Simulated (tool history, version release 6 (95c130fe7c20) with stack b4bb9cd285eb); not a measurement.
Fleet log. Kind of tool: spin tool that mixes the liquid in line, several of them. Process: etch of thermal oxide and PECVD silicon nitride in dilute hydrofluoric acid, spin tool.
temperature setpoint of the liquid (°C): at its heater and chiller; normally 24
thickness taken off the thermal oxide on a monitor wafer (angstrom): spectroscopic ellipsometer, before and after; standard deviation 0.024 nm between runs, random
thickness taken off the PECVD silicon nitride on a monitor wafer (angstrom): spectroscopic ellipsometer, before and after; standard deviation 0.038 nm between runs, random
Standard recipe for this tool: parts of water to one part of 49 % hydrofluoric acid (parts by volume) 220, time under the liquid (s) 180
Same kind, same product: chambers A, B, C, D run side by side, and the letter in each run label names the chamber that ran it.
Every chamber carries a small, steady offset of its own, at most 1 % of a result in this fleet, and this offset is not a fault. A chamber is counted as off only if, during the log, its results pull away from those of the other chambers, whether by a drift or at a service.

| run | hour | temperature setpoint of the liquid (°C) | parts of water to one part of 49 % hydrofluoric acid (parts by volume) | time under the liquid (s) | hours since the thermometer was replaced | hours since the hydrofluoric acid flow meter was replaced | read-back film thickness of the thermal oxide reference wafer, read on the same gauge (nm) | read-back film thickness of the PECVD silicon nitride reference wafer, read on the same gauge (nm) | thickness taken off the thermal oxide on a monitor wafer (angstrom) | thickness taken off the PECVD silicon nitride on a monitor wafer (angstrom) |
|---|---|---|---|---|---|---|---|---|---|---|
| 1A | 2.6 | 24 | 220 | 180 | 1340.9 | 948.3 | 99.991 | 39.972 | 34.444 | 19.238 |
| 2C | 5.5 | 24 | 220 | 180 | 63.7 | 291.6 | 100.02 | 40.011 | 34.656 | 18.66 |
| 3B | 9.3 | 24 | 220 | 180 | 810.3 | 46.1 | 100.01 | 39.986 | 34.754 | 18.98 |
| 4D | 12.5 | 24 | 220 | 180 | 486.4 | 959 | 100.02 | 39.994 | 34.641 | 19.949 |
| 5D | 15.1 | 24 | 220 | 180 | 489 | 961.6 | 99.983 | 40.018 | 35.255 | 18.367 |
| 6A | 18.3 | 24 | 220 | 180 | 1356.6 | 964 | 99.981 | 40.012 | 34.929 | 19.3 |
| 7C | 21.7 | 24 | 220 | 180 | 79.9 | 307.8 | 99.987 | 40.014 | 34.917 | 18.643 |
| 8B | 25.2 | 24 | 220 | 180 | 826.2 | 62 | 100.03 | 40.022 | 34.551 | 18.272 |
| 9D | 29.1 | 24 | 185 | 180 | 503 | 975.6 | 100 | 40.009 | 43.295 | 22.728 |
| 10A | 33.1 | 24 | 185 | 180 | 1371.4 | 978.8 | 100 | 39.986 | 43.081 | 22.42 |
| 11B | 37.3 | 24 | 185 | 180 | 838.3 | 74.1 | 99.971 | 39.976 | 42.856 | 22.765 |
| 12C | 41.8 | 24 | 185 | 180 | 100 | 327.9 | 99.993 | 40.012 | 43.304 | 22.417 |
| 13A | 46.5 | 24 | 220 | 180 | 1384.8 | 992.2 | 99.988 | 39.99 | 34.58 | 19.885 |
| 14D | 50 | 24 | 125 | 180 | 523.9 | 996.5 | 100.02 | 39.997 | 69.228 | 34.019 |
| 15B | 52.9 | 24 | 125 | 180 | 853.9 | 89.7 | 99.998 | 39.974 | 69.93 | 32.692 |
| 16C | 57.5 | 24 | 125 | 180 | 115.7 | 343.6 | 99.981 | 40.007 | 67.939 | 33.419 |
| 17D | 62.2 | 24 | 125 | 180 | 536.1 | 1008.7 | 100 | 40.012 | 70.707 | 34.833 |
| 18B | 67.7 | 24 | 220 | 180 | 868.7 | 104.5 | 100.01 | 39.995 | 35.119 | 18.245 |
| 19A | 73 | 24 | 220 | 180 | 1411.3 | 1018.7 | 99.992 | 39.993 | 34.647 | 18.466 |
| 20C | 78.5 | 24 | 220 | 180 | 136.7 | 364.6 | 99.999 | 39.954 | 34.706 | 18.837 |
| 21D | 81.7 | 24 | 220 | 180 | 555.6 | 1028.2 | 99.987 | 40.007 | 36.339 | 19.74 |
| 22C | 85.3 | 24 | 220 | 180 | 143.5 | 371.4 | 100.02 | 40.02 | 34.763 | 19.191 |
| 23B | 90.7 | 24 | 220 | 180 | 891.7 | 127.5 | 99.985 | 40.013 | 34.833 | 19.019 |
| 24A | 96.5 | 24 | 220 | 180 | 1434.8 | 1042.2 | 99.985 | 40.036 | 34.583 | 18.873 |
|  | 100.3 | chamber A: hydrofluoric acid flow meter replaced |
| 25D | 102.2 | 24 | 220 | 180 | 576.1 | 1048.7 | 99.973 | 39.999 | 37.249 | 19.767 |
| 26B | 107.1 | 24 | 220 | 180 | 908.1 | 143.9 | 100.02 | 40.005 | 35.166 | 19.181 |
| 27C | 111.7 | 24 | 220 | 180 | 169.9 | 397.8 | 100 | 39.986 | 35.059 | 19.02 |
| 28A | 115.4 | 24 | 220 | 180 | 1453.7 | 15.1 | 100 | 39.995 | 34.499 | 19.188 |
| 29B | 119.9 | 24 | 220 | 180 | 920.9 | 156.7 | 99.978 | 40.021 | 34.635 | 19.085 |
| 30A | 125.7 | 24 | 220 | 180 | 1464 | 25.4 | 99.968 | 39.991 | 35.157 | 18.197 |
| 31D | 129.9 | 24 | 220 | 180 | 603.8 | 1076.4 | 99.985 | 40.033 | 37.821 | 20.464 |

For the next run the whole fleet of 4 chambers uses the same settings. Give each chamber's results:
| 32A | 134.1 | 24 | 220 | 180 |  |  |  |  | ? | ? |
| 32B | 134.1 | 24 | 220 | 180 |  |  |  |  | ? | ? |
| 32C | 134.1 | 24 | 220 | 180 |  |  |  |  | ? | ? |
| 32D | 134.1 | 24 | 220 | 180 |  |  |  |  | ? | ? |

| run | thickness taken off the thermal oxide on a monitor wafer (angstrom) | thickness taken off the PECVD silicon nitride on a monitor wafer (angstrom) |
|---|---|---|
| 32A | 34.811 | 18.762 |
| 32B | 35.222 | 18.98 |
| 32C | 34.919 | 19.088 |
| 32D | 38.421 | 20.491 |
